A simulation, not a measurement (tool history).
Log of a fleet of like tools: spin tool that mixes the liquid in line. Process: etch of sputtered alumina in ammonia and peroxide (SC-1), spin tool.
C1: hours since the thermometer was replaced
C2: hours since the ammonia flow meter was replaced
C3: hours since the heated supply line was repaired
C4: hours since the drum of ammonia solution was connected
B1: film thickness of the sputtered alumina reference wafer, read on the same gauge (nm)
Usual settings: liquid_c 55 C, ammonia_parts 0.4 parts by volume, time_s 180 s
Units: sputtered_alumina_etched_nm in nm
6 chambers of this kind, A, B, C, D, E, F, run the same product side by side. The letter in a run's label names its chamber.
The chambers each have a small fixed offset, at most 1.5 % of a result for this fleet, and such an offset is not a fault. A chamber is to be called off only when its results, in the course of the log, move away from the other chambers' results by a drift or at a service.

Run 1E, hour 4.5: usual settings; C1 848.8; C2 1280.5; C3 141.4; C4 441.8; B1 60. Result: sputtered_alumina_etched_nm 12.003 nm.
Run 2A, hour 9: usual settings; C1 297.6; C2 487.9; C3 784.2; C4 126.2; B1 59.968. Result: sputtered_alumina_etched_nm 11.945 nm.
Run 3B, hour 14.6: usual settings; C1 1336; C2 515.9; C3 1527.6; C4 100.6; B1 59.982. Result: sputtered_alumina_etched_nm 11.969 nm.
At hour 20.6: chamber F: thermometer replaced.
Run 4C, hour 20.6: usual settings; C1 1597.9; C2 2021.8; C3 697.5; C4 103.6; B1 59.994. Result: sputtered_alumina_etched_nm 12.035 nm.
Run 5F, hour 25.6: usual settings; C1 5; C2 622.4; C3 2359.1; C4 453.5; B1 59.982. Result: sputtered_alumina_etched_nm 12.147 nm.
Run 6D, hour 30.9: usual settings; C1 85.4; C2 675.8; C3 665.7; C4 234.8; B1 60.055. Result: sputtered_alumina_etched_nm 11.988 nm.
Run 7B, hour 36: usual settings; C1 1357.4; C2 537.3; C3 1549; C4 122; B1 60.025. Result: sputtered_alumina_etched_nm 12.011 nm.
Run 8D, hour 45.5: usual settings; C1 100; C2 690.4; C3 680.3; C4 249.4; B1 60.036. Result: sputtered_alumina_etched_nm 11.857 nm.
Run 9F, hour 52.3: usual settings; C1 31.7; C2 649.1; C3 2385.8; C4 480.2; B1 60.013. Result: sputtered_alumina_etched_nm 12.219 nm.
At hour 53.5: chamber F: new drum of ammonia solution connected.
Run 10A, hour 58.8: usual settings but ammonia_parts 0.25 parts by volume, time_s 265 s; C1 347.4; C2 537.7; C3 834; C4 176; B1 60.041. Result: sputtered_alumina_etched_nm 16.959 nm.
Run 11E, hour 67.3: usual settings but ammonia_parts 0.25 parts by volume, time_s 265 s; C1 911.6; C2 1343.3; C3 204.2; C4 504.6; B1 59.963. Result: sputtered_alumina_etched_nm 17.126 nm.
Run 12C, hour 72.3: usual settings but ammonia_parts 0.25 parts by volume, time_s 265 s; C1 1649.6; C2 2073.5; C3 749.2; C4 155.3; B1 59.995. Result: sputtered_alumina_etched_nm 16.88 nm.
Run 13A, hour 82.6: usual settings but ammonia_parts 0.25 parts by volume, time_s 265 s; C1 371.2; C2 561.5; C3 857.8; C4 199.8; B1 60.029. Result: sputtered_alumina_etched_nm 16.579 nm.
Run 14D, hour 88.2: usual settings but ammonia_parts 0.25 parts by volume, time_s 265 s; C1 142.7; C2 733.1; C3 723; C4 292.1; B1 60.016. Result: sputtered_alumina_etched_nm 16.903 nm.
Run 15B, hour 94.3: usual settings but ammonia_parts 0.25 parts by volume, time_s 265 s; C1 1415.7; C2 595.6; C3 1607.3; C4 180.3; B1 60.045. Result: sputtered_alumina_etched_nm 16.686 nm.
At hour 99.1: chamber C: ammonia flow meter replaced.
Run 16C, hour 102.4: usual settings; C1 1679.7; C2 3.4; C3 779.3; C4 185.4; B1 60. Result: sputtered_alumina_etched_nm 11.988 nm.
Run 17E, hour 112.3: usual settings; C1 956.6; C2 1388.3; C3 249.2; C4 549.6; B1 60.004. Result: sputtered_alumina_etched_nm 12.042 nm.
Run 18F, hour 117.4: usual settings but liquid_c 45.5 C, ammonia_parts 0.3 parts by volume; C1 96.8; C2 714.2; C3 2450.9; C4 64; B1 59.981. Result: sputtered_alumina_etched_nm 6.8902 nm.
Run 19F, hour 123: usual settings but liquid_c 45.5 C, ammonia_parts 0.3 parts by volume; C1 102.4; C2 719.8; C3 2456.5; C4 69.6; B1 60.013. Result: sputtered_alumina_etched_nm 6.9027 nm.
Run 20C, hour 132.8: usual settings but liquid_c 45.5 C, ammonia_parts 0.3 parts by volume; C1 1710.1; C2 33.8; C3 809.7; C4 215.8; B1 59.964. Result: sputtered_alumina_etched_nm 6.9287 nm.
Run 21E, hour 139.9: usual settings but liquid_c 45.5 C, ammonia_parts 0.3 parts by volume; C1 984.2; C2 1415.9; C3 276.8; C4 577.2; B1 59.986. Result: sputtered_alumina_etched_nm 6.9755 nm.
Run 22A, hour 146.5: usual settings but liquid_c 45.5 C, ammonia_parts 0.3 parts by volume; C1 435.1; C2 625.4; C3 921.7; C4 263.7; B1 59.987. Result: sputtered_alumina_etched_nm 6.7581 nm.
Run 23B, hour 152: usual settings but liquid_c 45.5 C, ammonia_parts 0.3 parts by volume; C1 1473.4; C2 653.3; C3 1665; C4 238; B1 60.012. Result: sputtered_alumina_etched_nm 6.9328 nm.
Run 24D, hour 157: usual settings; C1 211.5; C2 801.9; C3 791.8; C4 360.9; B1 60.036. Result: sputtered_alumina_etched_nm 11.973 nm.
Run 25C, hour 165.8: usual settings; C1 1743.1; C2 66.8; C3 842.7; C4 248.8; B1 59.993. Result: sputtered_alumina_etched_nm 12 nm.
Run 26D, hour 171.6: usual settings; C1 226.1; C2 816.5; C3 806.4; C4 375.5; B1 60.006. Result: sputtered_alumina_etched_nm 12.166 nm.
Run 27A, hour 181.9: usual settings but ammonia_parts 0.3 parts by volume; C1 470.5; C2 660.8; C3 957.1; C4 299.1; B1 59.959. Result: sputtered_alumina_etched_nm 11.325 nm.
Run 28B, hour 189.1: usual settings but ammonia_parts 0.3 parts by volume; C1 1510.5; C2 690.4; C3 1702.1; C4 275.1; B1 59.975. Result: sputtered_alumina_etched_nm 11.661 nm.
Run 29E, hour 195.1: usual settings but ammonia_parts 0.3 parts by volume; C1 1039.4; C2 1471.1; C3 332; C4 632.4; B1 60.001. Result: sputtered_alumina_etched_nm 11.759 nm.
Run 30F, hour 200.4: usual settings but ammonia_parts 0.3 parts by volume; C1 179.8; C2 797.2; C3 2533.9; C4 147; B1 60.015. Result: sputtered_alumina_etched_nm 11.637 nm.
Run 31B, hour 210: usual settings but ammonia_parts 0.3 parts by volume; C1 1531.4; C2 711.3; C3 1723; C4 296; B1 59.973. Result: sputtered_alumina_etched_nm 11.629 nm.
At hour 213.8: chamber E: new drum of ammonia solution connected.
Run 32E, hour 220: usual settings but ammonia_parts 0.3 parts by volume; C1 1064.3; C2 1496; C3 356.9; C4 6.3; B1 60.001. Result: sputtered_alumina_etched_nm 11.779 nm.
Run 33C, hour 226.4: usual settings but liquid_c 50.5 C, time_s 135 s; C1 1803.7; C2 127.4; C3 903.3; C4 309.4; B1 60.056. Result: sputtered_alumina_etched_nm 7.0441 nm.
Run 34D, hour 232.1: usual settings but liquid_c 50.5 C, time_s 135 s; C1 286.6; C2 877; C3 866.9; C4 436; B1 59.996. Result: sputtered_alumina_etched_nm 7.0865 nm.
Run 35F, hour 237.3: usual settings but liquid_c 50.5 C, time_s 135 s; C1 216.7; C2 834.1; C3 2570.8; C4 183.9; B1 60.048. Result: sputtered_alumina_etched_nm 7.0113 nm.
At hour 239.2: chamber E: ammonia flow meter replaced.
Run 36A, hour 244.4: usual settings but liquid_c 50.5 C, time_s 135 s; C1 533; C2 723.3; C3 1019.6; C4 361.6; B1 59.989. Result: sputtered_alumina_etched_nm 6.599 nm.
Run 37F, hour 248.9: usual settings but liquid_c 50.5 C, time_s 135 s; C1 228.3; C2 845.7; C3 2582.4; C4 195.5; B1 59.963. Result: sputtered_alumina_etched_nm 7.0199 nm.
At hour 253.6: chamber A: ammonia flow meter replaced.
Run 38D, hour 256.8: usual settings but liquid_c 50.5 C, time_s 135 s; C1 311.3; C2 901.7; C3 891.6; C4 460.7; B1 59.939. Result: sputtered_alumina_etched_nm 7.0357 nm.
Run 39E, hour 262.9: usual settings; C1 1107.2; C2 23.8; C3 399.8; C4 49.2; B1 59.963. Result: sputtered_alumina_etched_nm 12.115 nm.
Run 40A, hour 272.7: usual settings; C1 561.3; C2 19.2; C3 1047.9; C4 389.9; B1 60.026. Result: sputtered_alumina_etched_nm 11.281 nm.
Run 41B, hour 282.4: usual settings; C1 1603.8; C2 783.7; C3 1795.4; C4 368.4; B1 59.993. Result: sputtered_alumina_etched_nm 11.994 nm.
Run 42C, hour 289.4: usual settings; C1 1866.7; C2 190.4; C3 966.3; C4 372.4; B1 60.04. Result: sputtered_alumina_etched_nm 12.047 nm.
Run 43E, hour 297.4: usual settings; C1 1141.7; C2 58.3; C3 434.3; C4 83.7; B1 59.995. Result: sputtered_alumina_etched_nm 12.017 nm.

Next, all 6 chambers run the settings below, one line each with question marks for the results. What does each chamber give?
Run 44A, hour 304.8: usual settings. Result: sputtered_alumina_etched_nm ?.
Run 44B, hour 304.8: usual settings. Result: sputtered_alumina_etched_nm ?.
Run 44C, hour 304.8: usual settings. Result: sputtered_alumina_etched_nm ?.
Run 44D, hour 304.8: usual settings. Result: sputtered_alumina_etched_nm ?.
Run 44E, hour 304.8: usual settings. Result: sputtered_alumina_etched_nm ?.
Run 44F, hour 304.8: usual settings. Result: sputtered_alumina_etched_nm ?.

run  sputtered_alumina_etched_nm
44A                       11.173
44B                       12.107
44C                       12.006
44D                       12.061
44E                       12.076
44F                       11.972

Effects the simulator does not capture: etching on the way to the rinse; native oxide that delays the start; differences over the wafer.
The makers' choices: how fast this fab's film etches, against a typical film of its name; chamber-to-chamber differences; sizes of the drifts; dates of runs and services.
